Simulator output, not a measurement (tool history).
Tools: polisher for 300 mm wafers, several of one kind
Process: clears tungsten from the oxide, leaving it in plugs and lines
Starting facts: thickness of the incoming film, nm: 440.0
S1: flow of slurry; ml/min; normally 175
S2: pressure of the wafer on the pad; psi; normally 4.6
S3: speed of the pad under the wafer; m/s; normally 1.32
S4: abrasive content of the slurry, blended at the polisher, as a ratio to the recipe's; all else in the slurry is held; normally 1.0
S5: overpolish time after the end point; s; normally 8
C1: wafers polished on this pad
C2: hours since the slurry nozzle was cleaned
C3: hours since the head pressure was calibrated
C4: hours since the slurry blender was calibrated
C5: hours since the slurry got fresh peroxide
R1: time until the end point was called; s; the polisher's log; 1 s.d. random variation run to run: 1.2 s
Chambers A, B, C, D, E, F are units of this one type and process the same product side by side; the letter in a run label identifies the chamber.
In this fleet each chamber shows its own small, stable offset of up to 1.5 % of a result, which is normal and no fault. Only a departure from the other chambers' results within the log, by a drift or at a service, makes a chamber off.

run 1D hour=9.7 | S1=175 S2=4.6 S3=1.32 S4=1.0 S5=8 | C1=1153 C2=460.7 C3=180.6 C4=63.6 C5=83.5 | R1=62.778
-- hour=13.7 chamber D: worn pad replaced by a new one
-- hour=16.4 chamber C: slurry blender recalibrated
run 2B hour=18.6 | S1=175 S2=4.6 S3=1.32 S4=1.0 S5=8 | C1=713 C2=166.4 C3=244.1 C4=77.5 C5=96.0 | R1=63.388
-- hour=23.2 chamber B: worn pad replaced by a new one
-- hour=25.1 chamber A: worn pad replaced by a new one
run 3C hour=33.7 | S1=175 S2=4.6 S3=1.32 S4=1.0 S5=8 | C1=466 C2=577.3 C3=746.2 C4=17.3 C5=86.0 | R1=60.126
run 4E hour=40.8 | S1=175 S2=4.6 S3=1.32 S4=1.0 S5=8 | C1=1100 C2=336.0 C3=454.1 C4=103.6 C5=170.4 | R1=59.828
-- hour=45.8 chamber E: slurry tank refilled with fresh slurry and peroxide
-- hour=46.1 chamber E: worn pad replaced by a new one
-- hour=48.4 chamber F: slurry blender recalibrated
-- hour=50.6 chamber D: slurry tank refilled with fresh slurry and peroxide
run 5A hour=51.6 | S1=175 S2=4.6 S3=1.32 S4=1.0 S5=8 | C1=239 C2=399.2 C3=404.5 C4=99.4 C5=76.3 | R1=62.041
run 6F hour=64.7 | S1=175 S2=4.6 S3=1.32 S4=1.0 S5=8 | C1=1202 C2=368.7 C3=448.7 C4=16.3 C5=127.1 | R1=62.618
-- hour=72.8 chamber C: head pressure recalibrated
-- hour=79.9 chamber A: slurry tank refilled with fresh slurry and peroxide
run 7E hour=79.9 | S1=175 S2=4.6 S3=1.32 S4=1.0 S5=8 | C1=305 C2=375.1 C3=493.2 C4=142.7 C5=34.1 | R1=61.386
-- hour=80.0 chamber C: worn pad replaced by a new one
-- hour=81.1 chamber D: slurry blender recalibrated
-- hour=81.9 chamber F: head pressure recalibrated
-- hour=87.0 chamber F: slurry tank refilled with fresh slurry and peroxide
run 8C hour=87.6 | S1=175 S2=4.6 S3=1.32 S4=1.0 S5=8 | C1=69 C2=631.2 C3=14.9 C4=71.2 C5=139.9 | R1=62.469
-- hour=91.8 chamber E: slurry blender recalibrated
-- hour=92.0 chamber B: slurry nozzle cleaned
-- hour=94.3 chamber F: worn pad replaced by a new one
run 9A hour=101.3 | S1=175 S2=4.6 S3=1.32 S4=1.1 S5=8 | C1=688 C2=448.9 C3=454.2 C4=149.1 C5=21.4 | R1=62.369
-- hour=102.4 chamber C: slurry tank refilled with fresh slurry and peroxide
run 10D hour=115.9 | S1=175 S2=4.6 S3=1.32 S4=1.1 S5=8 | C1=923 C2=566.9 C3=286.8 C4=34.9 C5=65.4 | R1=61.817
-- hour=120.9 chamber B: worn pad replaced by a new one
run 11F hour=124.7 | S1=175 S2=4.6 S3=1.32 S4=1.1 S5=8 | C1=274 C2=428.7 C3=42.8 C4=76.3 C5=37.7 | R1=60.040
run 12B hour=136.1 | S1=175 S2=4.6 S3=1.32 S4=1.1 S5=8 | C1=137 C2=44.2 C3=361.6 C4=195.0 C5=213.5 | R1=65.926
-- hour=138.2 chamber D: worn pad replaced by a new one
run 13D hour=149.6 | S1=175 S2=4.6 S3=1.32 S4=1.1 S5=8 | C1=103 C2=600.6 C3=320.5 C4=68.6 C5=99.1 | R1=58.668
-- hour=153.9 chamber B: slurry blender recalibrated
run 14E hour=157.1 | S1=175 S2=4.6 S3=1.32 S4=1.1 S5=8 | C1=1003 C2=452.3 C3=570.4 C4=65.4 C5=111.3 | R1=61.357
-- hour=165.6 chamber A: slurry tank refilled with fresh slurry and peroxide
-- hour=166.8 chamber C: worn pad replaced by a new one
run 15A hour=170.4 | S1=175 S2=4.6 S3=1.32 S4=1.0 S5=8 | C1=1313 C2=518.0 C3=523.3 C4=218.2 C5=4.9 | R1=60.939
-- hour=173.0 chamber A: worn pad replaced by a new one
run 16F hour=177.5 | S1=175 S2=4.6 S3=1.32 S4=1.0 S5=8 | C1=752 C2=481.5 C3=95.6 C4=129.1 C5=90.5 | R1=62.978
-- hour=184.0 chamber E: worn pad replaced by a new one
run 17C hour=190.8 | S1=175 S2=4.6 S3=1.32 S4=1.0 S5=8 | C1=217 C2=734.4 C3=118.1 C4=174.4 C5=88.5 | R1=62.865
-- hour=194.6 chamber D: slurry tank refilled with fresh slurry and peroxide
-- hour=195.5 chamber E: slurry nozzle cleaned
run 18B hour=204.6 | S1=175 S2=4.6 S3=1.32 S4=1.0 S5=8 | C1=756 C2=112.7 C3=430.1 C4=50.7 C5=282.0 | R1=64.974
-- hour=207.3 chamber C: slurry nozzle cleaned
-- hour=209.8 chamber E: slurry tank refilled with fresh slurry and peroxide
run 19B hour=214.9 | S1=175 S2=4.6 S3=1.32 S4=1.0 S5=8 | C1=849 C2=123.0 C3=440.4 C4=61.0 C5=292.3 | R1=66.439
-- hour=219.8 chamber B: worn pad replaced by a new one
-- hour=223.1 chamber F: worn pad replaced by a new one
-- hour=226.1 chamber D: slurry blender recalibrated
run 20C hour=228.7 | S1=175 S2=4.6 S3=1.32 S4=1.0 S5=8 | C1=560 C2=21.5 C3=156.0 C4=212.3 C5=126.4 | R1=66.242
run 21D hour=239.5 | S1=175 S2=5.4 S3=1.32 S4=0.7 S5=8 | C1=915 C2=690.5 C3=410.4 C4=13.5 C5=44.9 | R1=60.590
-- hour=247.4 chamber E: slurry blender recalibrated
-- hour=249.4 chamber C: slurry blender recalibrated
run 22F hour=251.7 | S1=175 S2=5.4 S3=1.32 S4=0.7 S5=8 | C1=258 C2=555.7 C3=169.8 C4=203.3 C5=164.7 | R1=58.073
-- hour=258.0 chamber F: slurry tank refilled with fresh slurry and peroxide
-- hour=259.5 chamber A: slurry tank refilled with fresh slurry and peroxide
-- hour=261.3 chamber D: worn pad replaced by a new one
run 23E hour=264.3 | S1=175 S2=5.4 S3=1.32 S4=0.7 S5=8 | C1=726 C2=68.8 C3=677.6 C4=17.0 C5=54.5 | R1=56.470
-- hour=265.9 chamber C: worn pad replaced by a new one
-- hour=272.6 chamber B: head pressure recalibrated
run 24A hour=278.6 | S1=175 S2=5.4 S3=1.32 S4=0.7 S5=8 | C1=955 C2=626.2 C3=631.5 C4=326.4 C5=19.2 | R1=58.022
-- hour=292.7 chamber C: slurry tank refilled with fresh slurry and peroxide
run 25C hour=294.3 | S1=175 S2=5.4 S3=1.32 S4=0.7 S5=8 | C1=257 C2=87.1 C3=221.6 C4=45.0 C5=1.6 | R1=59.113
-- hour=303.3 chamber B: worn pad replaced by a new one
run 26B hour=305.6 | S1=175 S2=5.4 S3=1.32 S4=0.7 S5=8 | C1=21 C2=213.7 C3=33.0 C4=151.7 C5=383.0 | R1=66.383
-- hour=306.3 chamber F: slurry blender recalibrated
-- hour=307.2 chamber E: worn pad replaced by a new one
-- hour=314.7 chamber D: slurry tank refilled with fresh slurry and peroxide
run 27A hour=316.5 | S1=175 S2=4.6 S3=1.32 S4=1.0 S5=8 | C1=1297 C2=664.1 C3=669.4 C4=364.3 C5=57.1 | R1=62.324
-- hour=319.2 chamber A: worn pad replaced by a new one
run 28E hour=331.5 | S1=175 S2=4.6 S3=1.32 S4=1.0 S5=8 | C1=220 C2=136.0 C3=744.8 C4=84.2 C5=121.7 | R1=61.566
-- hour=344.3 chamber B: slurry nozzle cleaned
run 29F hour=344.8 | S1=175 S2=4.6 S3=1.76 S4=1.0 S5=4 | C1=1100 C2=648.8 C3=262.9 C4=38.5 C5=86.9 | R1=44.983
-- hour=345.8 chamber C: worn pad replaced by a new one
-- hour=346.2 chamber A: slurry tank refilled with fresh slurry and peroxide
-- hour=346.9 chamber A: slurry blender recalibrated
run 30D hour=353.6 | S1=175 S2=4.6 S3=1.76 S4=1.0 S5=4 | C1=834 C2=804.6 C3=524.5 C4=127.6 C5=38.9 | R1=46.485
run 31F hour=360.5 | S1=175 S2=4.6 S3=1.76 S4=1.0 S5=4 | C1=1242 C2=664.5 C3=278.6 C4=54.2 C5=102.6 | R1=46.369
-- hour=370.3 chamber A: slurry nozzle cleaned
run 32C hour=371.7 | S1=175 S2=4.6 S3=1.76 S4=1.0 S5=4 | C1=234 C2=164.5 C3=299.0 C4=122.4 C5=79.0 | R1=46.843
-- hour=373.3 chamber E: slurry tank refilled with fresh slurry and peroxide
-- hour=374.0 chamber D: slurry blender recalibrated
-- hour=376.2 chamber D: worn pad replaced by a new one
run 33E hour=381.3 | S1=175 S2=4.6 S3=1.76 S4=1.0 S5=4 | C1=670 C2=185.8 C3=794.6 C4=134.0 C5=8.1 | R1=46.078
run 34B hour=395.1 | S1=175 S2=4.6 S3=1.76 S4=1.0 S5=4 | C1=830 C2=50.9 C3=122.5 C4=241.2 C5=472.5 | R1=57.007
run 35A hour=408.1 | S1=175 S2=4.6 S3=1.32 S4=1.0 S5=8 | C1=803 C2=37.8 C3=761.0 C4=61.3 C5=61.9 | R1=62.877
-- hour=414.1 chamber E: slurry blender recalibrated
run 36D hour=417.0 | S1=175 S2=4.6 S3=1.32 S4=1.0 S5=8 | C1=369 C2=868.0 C3=587.9 C4=43.1 C5=102.3 | R1=63.939
run 37D hour=431.7 | S1=175 S2=4.6 S3=1.32 S4=1.0 S5=8 | C1=501 C2=882.7 C3=602.6 C4=57.8 C5=117.0 | R1=63.031
-- hour=433.4 chamber E: worn pad replaced by a new one
run 38E hour=442.4 | S1=175 S2=4.6 S3=1.32 S4=1.0 S5=8 | C1=82 C2=246.9 C3=855.7 C4=28.4 C5=69.2 | R1=62.194
-- hour=444.0 chamber A: slurry tank refilled with fresh slurry and peroxide
run 39A hour=457.2 | S1=175 S2=4.6 S3=1.32 S4=1.0 S5=8 | C1=1247 C2=86.9 C3=810.1 C4=110.4 C5=13.3 | R1=64.572

Has any chamber moved away from the others, gradually or after a service, or does the common gauge drift, or do the chambers differ only by their own small steady offsets? State the chamber and the most likely cause if one applies.

Little by little, chamber B moves away from the other chambers.
What lies behind it: peroxide lost from the slurry, % = 46.2.

Below are 4 candidate recipes for chamber B's next run, each the usual settings with a change, their results shown as question marks. Which of them brings B's results back in line with what the other chambers give on the usual settings?
In line means no further than this from the other chambers' mean on the usual settings: R1 4.200 s
run 40B-1 hour=468.5 | S1=170 S2=4.0 S3=1.16 S4=1.0 S5=8 | R1=?
run 40B-2 hour=468.5 | S1=175 S2=5.0 S3=1.32 S4=1.0 S5=8 | R1=?
run 40B-3 hour=468.5 | S1=180 S2=5.2 S3=1.48 S4=1.0 S5=8 | R1=?
run 40B-4 hour=468.5 | S1=175 S2=4.4 S3=1.26 S4=1.0 S5=8 | R1=?

On the usual settings, the other chambers give on average: R1 62.470 s
run=40B-1 R1=105.340
run=40B-2 R1=74.024
run=40B-3 R1=63.336
run=40B-4 R1=87.969
40B-3 is the one that brings the chamber's results back in line with the other chambers.
